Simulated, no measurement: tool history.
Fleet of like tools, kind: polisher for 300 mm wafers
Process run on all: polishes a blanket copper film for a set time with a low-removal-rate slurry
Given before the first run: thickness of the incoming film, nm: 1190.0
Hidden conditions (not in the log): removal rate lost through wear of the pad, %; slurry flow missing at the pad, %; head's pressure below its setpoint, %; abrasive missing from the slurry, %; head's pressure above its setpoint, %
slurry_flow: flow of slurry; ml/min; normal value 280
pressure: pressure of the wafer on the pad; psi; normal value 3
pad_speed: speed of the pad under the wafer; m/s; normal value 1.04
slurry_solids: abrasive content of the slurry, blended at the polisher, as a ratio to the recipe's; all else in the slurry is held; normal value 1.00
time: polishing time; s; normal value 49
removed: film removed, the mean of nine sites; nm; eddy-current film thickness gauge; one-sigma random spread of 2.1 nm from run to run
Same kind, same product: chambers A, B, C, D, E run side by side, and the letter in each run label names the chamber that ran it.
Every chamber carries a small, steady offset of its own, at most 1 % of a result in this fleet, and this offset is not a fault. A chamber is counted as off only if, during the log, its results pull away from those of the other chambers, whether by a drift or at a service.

run   hour  slurry_flow  pressure  pad_speed  slurry_solids  time  wafers polished on this pad  hours since the slurry nozzle was cleaned  hours since the head pressure was calibrated  hours since the slurry blender was calibrated  removed
       0.4  -- chamber E: slurry nozzle cleaned
 1D    4.9          280         3       1.04           1.00    49                         1082                                      350.2                                         388.8                                          136.4   164.68
 2A    9.0          280         3       1.04           1.00    49                          113                                      245.0                                         371.9                                          300.3   162.00
      10.3  -- chamber D: worn pad replaced by a new one
 3C   13.9          280         3       1.04           1.00    49                          582                                      700.1                                         618.7                                           23.1   167.46
 4E   19.2          280         3       1.04           1.00    49                          251                                       18.9                                         906.7                                          365.3   169.96
 5B   22.2          280         3       1.04           1.00    49                          462                                       51.5                                         410.9                                          116.4   166.08
      25.2  -- chamber B: worn pad replaced by a new one
 6E   25.7          280         3       1.04           1.00    49                          332                                       25.4                                         913.2                                          371.8   166.61
 7A   29.6          280         3       1.04           1.00    49                          370                                      265.6                                         392.5                                          320.9   166.17
 8B   33.2          280         3       1.04           1.00    49                          101                                       62.5                                         421.9                                          127.4   160.14
 9C   38.2          280         3       1.04           1.00    49                          886                                      724.4                                         643.0                                           47.4   165.83
10D   42.2          280         3       1.04           1.00    49                          398                                      387.5                                         426.1                                          173.7   168.03
11D   46.0          280         3       1.04           1.00    49                          445                                      391.3                                         429.9                                          177.5   167.94
      46.1  -- chamber D: slurry blender recalibrated
12C   48.9          280         3       1.04           1.00    49                         1019                                      735.1                                         653.7                                           58.1   166.64
13E   51.3          280         3       1.04           1.00    49                          652                                       51.0                                         938.8                                          397.4   168.56
      52.8  -- chamber A: slurry blender recalibrated
      54.2  -- chamber A: slurry nozzle cleaned
      55.0  -- chamber C: worn pad replaced by a new one
14A   55.0          280         3       1.04           1.00    49                          687                                        0.9                                         417.9                                            2.3   163.16
      55.6  -- chamber E: worn pad replaced by a new one
      56.9  -- chamber D: slurry nozzle cleaned
15B   57.7          280         3       1.04           1.00    49                          406                                       87.0                                         446.4                                          151.9   164.66
16C   60.5          280         3       1.04           1.00    49                           69                                      746.7                                         665.3                                           69.7   162.60
17E   62.9          280         3       1.04           1.00    49                           91                                       62.6                                         950.4                                          409.0   165.09
      63.1  -- chamber B: worn pad replaced by a new one
18A   67.4          280         3       1.04           1.00    49                          841                                       13.3                                         430.3                                           14.7   166.00
19B   69.9          280         3       1.04           1.00    49                           85                                       99.2                                         458.6                                          164.1   167.54
      70.6  -- chamber C: slurry nozzle cleaned
20D   73.4          280         3       1.04           1.00    49                          787                                       16.5                                         457.3                                           27.4   166.38
21E   77.2          280         3       1.04           1.00    49                          269                                       76.9                                         964.7                                          423.3   165.51
      78.3  -- chamber B: slurry blender recalibrated
22C   79.9          280         3       1.04           1.00    49                          311                                        9.3                                         684.7                                           89.1   168.26
      81.4  -- chamber A: head pressure recalibrated
23A   83.2          280         3       1.04           1.00    49                         1039                                       29.1                                           1.8                                           30.5   147.41
      85.2  -- chamber A: worn pad replaced by a new one
24D   87.4          280         3       0.74           1.00    49                          962                                       30.5                                         471.3                                           41.4   117.37
25B   91.8          280         3       0.74           1.00    49                          358                                      121.1                                         480.5                                           13.6   121.06
26E   95.3          280         3       0.74           1.00    49                          495                                       95.0                                         982.8                                          441.4   119.70
      95.7  -- chamber D: head pressure recalibrated
27C   99.5          280         3       0.74           1.00    49                          556                                       28.9                                         704.3                                          108.7   117.95
     100.4  -- chamber C: slurry blender recalibrated
     102.8  -- chamber B: head pressure recalibrated
28D  102.8          280         3       0.74           1.00    49                         1154                                       45.9                                           7.2                                           56.8   121.57
29B  106.2          280         3       1.04           1.00    49                          538                                      135.5                                           3.5                                           28.0   165.89
     106.6  -- chamber B: worn pad replaced by a new one
30A  110.6          280         3       1.04           1.00    49                          317                                       56.5                                          29.2                                           57.9   149.10
31B  113.7          280         3       1.04           1.00    49                           88                                      143.0                                          11.0                                           35.5   164.81
     116.2  -- chamber D: worn pad replaced by a new one
     118.1  -- chamber E: worn pad replaced by a new one
32D  119.0          335         3       1.04           0.85    49                           35                                       62.1                                          23.4                                           73.0   164.73
33A  121.3          335         3       1.04           0.85    49                          451                                       67.2                                          39.9                                           68.6   146.37
34E  125.3          335         3       1.04           0.85    49                           90                                      125.0                                        1012.8                                          471.4   163.90
35C  128.1          335         3       1.04           0.85    49                          913                                       57.5                                         732.9                                           27.7   163.72

One chamber off, gauge drift, or nothing amiss beyond the chambers' own small offsets? If it is a chamber, which one, and what is the likeliest cause?

The work done on chamber A during a service left it standing apart from the others.
Likeliest cause: head's pressure below its setpoint, % = 9.75.

Chamber A could run next with any of the 4 candidate recipes listed below; each alters the usual settings, and their results appear as question marks. Which one brings its results back in line with what the other chambers deliver on the usual settings?
A result is in line if it is within this distance of the other chambers' mean on the usual settings: removed 7.20 nm
36A-1  131.9          280       3.1       1.08           1.00    51                                                                                                                                                                             ?
36A-2  131.9          280       3.6       1.04           1.00    49                                                                                                                                                                             ?
36A-3  131.9          275       3.0       0.94           1.00    45                                                                                                                                                                             ?
36A-4  131.9          280       2.9       1.00           1.00    47                                                                                                                                                                             ?

Average result of the remaining chambers running the usual settings: removed 166.70 nm
  run  removed
36A-1   167.70
36A-2   180.26
36A-3   124.17
36A-4   133.68
With 36A-1, the chamber falls back in line with the rest.
